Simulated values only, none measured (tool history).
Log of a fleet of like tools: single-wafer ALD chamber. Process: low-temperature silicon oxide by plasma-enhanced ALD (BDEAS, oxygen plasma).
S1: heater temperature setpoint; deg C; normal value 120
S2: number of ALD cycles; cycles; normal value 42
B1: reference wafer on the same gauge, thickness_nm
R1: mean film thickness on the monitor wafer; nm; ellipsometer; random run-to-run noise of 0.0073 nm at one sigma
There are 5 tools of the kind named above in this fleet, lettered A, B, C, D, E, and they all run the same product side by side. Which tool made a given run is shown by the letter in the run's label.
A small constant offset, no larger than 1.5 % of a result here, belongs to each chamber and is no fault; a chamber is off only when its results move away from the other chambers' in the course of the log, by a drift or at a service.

run,day,S1,S2,B1,R1
1C,0.267,120,42,6.6988,5.8634
2E,0.596,120,42,6.7016,5.7806
3B,0.846,120,42,6.6999,5.7853
# day 1.062: chamber A: thermocouple changed; heater temperature recalibrated
4D,1.212,120,42,6.7051,5.7418
5A,1.45,120,42,6.7038,5.7963
6E,1.758,130,39,6.7053,5.2574
7A,2.012,130,39,6.7072,5.2877
8B,2.367,130,39,6.7072,5.2829
9C,2.621,130,39,6.7081,5.3358
10D,2.779,130,39,6.7103,5.242
11B,3.142,120,42,6.7083,5.7866
12A,3.35,120,42,6.712,5.8021
13E,3.538,120,42,6.7109,5.7823
14C,3.833,120,42,6.7122,5.8687
15D,4.117,120,42,6.7105,5.7655
16A,4.392,120,42,6.7132,5.7948
17D,4.662,120,42,6.714,5.7671
18C,4.929,120,42,6.7147,5.8628
19B,5.288,120,42,6.7145,5.7954
20E,5.604,120,42,6.7168,5.789
21E,5.933,120,42,6.7189,5.788
22C,6.258,132,37,6.721,5.0627
23A,6.479,132,37,6.7179,5.0004
24D,6.729,132,37,6.7195,4.9544
25B,6.975,132,37,6.7224,4.9926
26B,7.333,132,37,6.7209,4.9979
27C,7.692,120,42,6.7231,5.8901
28D,7.862,120,42,6.7227,5.7628
29A,8.154,120,42,6.7244,5.8218
30E,8.312,120,42,6.7257,5.8097
31B,8.612,120,42,6.7251,5.8029
32C,8.846,114,42,6.7278,5.9376
33D,9.062,114,42,6.7275,5.8351
34E,9.262,114,42,6.7289,5.8613
35A,9.625,114,42,6.7282,5.8789
36B,9.912,114,42,6.7302,5.8753
37E,10.133,120,42,6.7309,5.8089
38C,10.321,120,42,6.7322,5.8826
39D,10.596,120,42,6.7322,5.7748
40A,10.758,120,42,6.7337,5.8231
41D,10.962,116,34,6.7319,4.7061
42A,11.183,116,34,6.7327,4.7521

All chambers now run identical settings, listed one chamber a line with results as question marks. What results will each chamber show?
43A,11.45,127,42,,?
43B,11.45,127,42,,?
43C,11.45,127,42,,?
43D,11.45,127,42,,?
43E,11.45,127,42,,?

run,R1
43A,5.7558
43B,5.7439
43C,5.8095
43D,5.697
43E,5.7238

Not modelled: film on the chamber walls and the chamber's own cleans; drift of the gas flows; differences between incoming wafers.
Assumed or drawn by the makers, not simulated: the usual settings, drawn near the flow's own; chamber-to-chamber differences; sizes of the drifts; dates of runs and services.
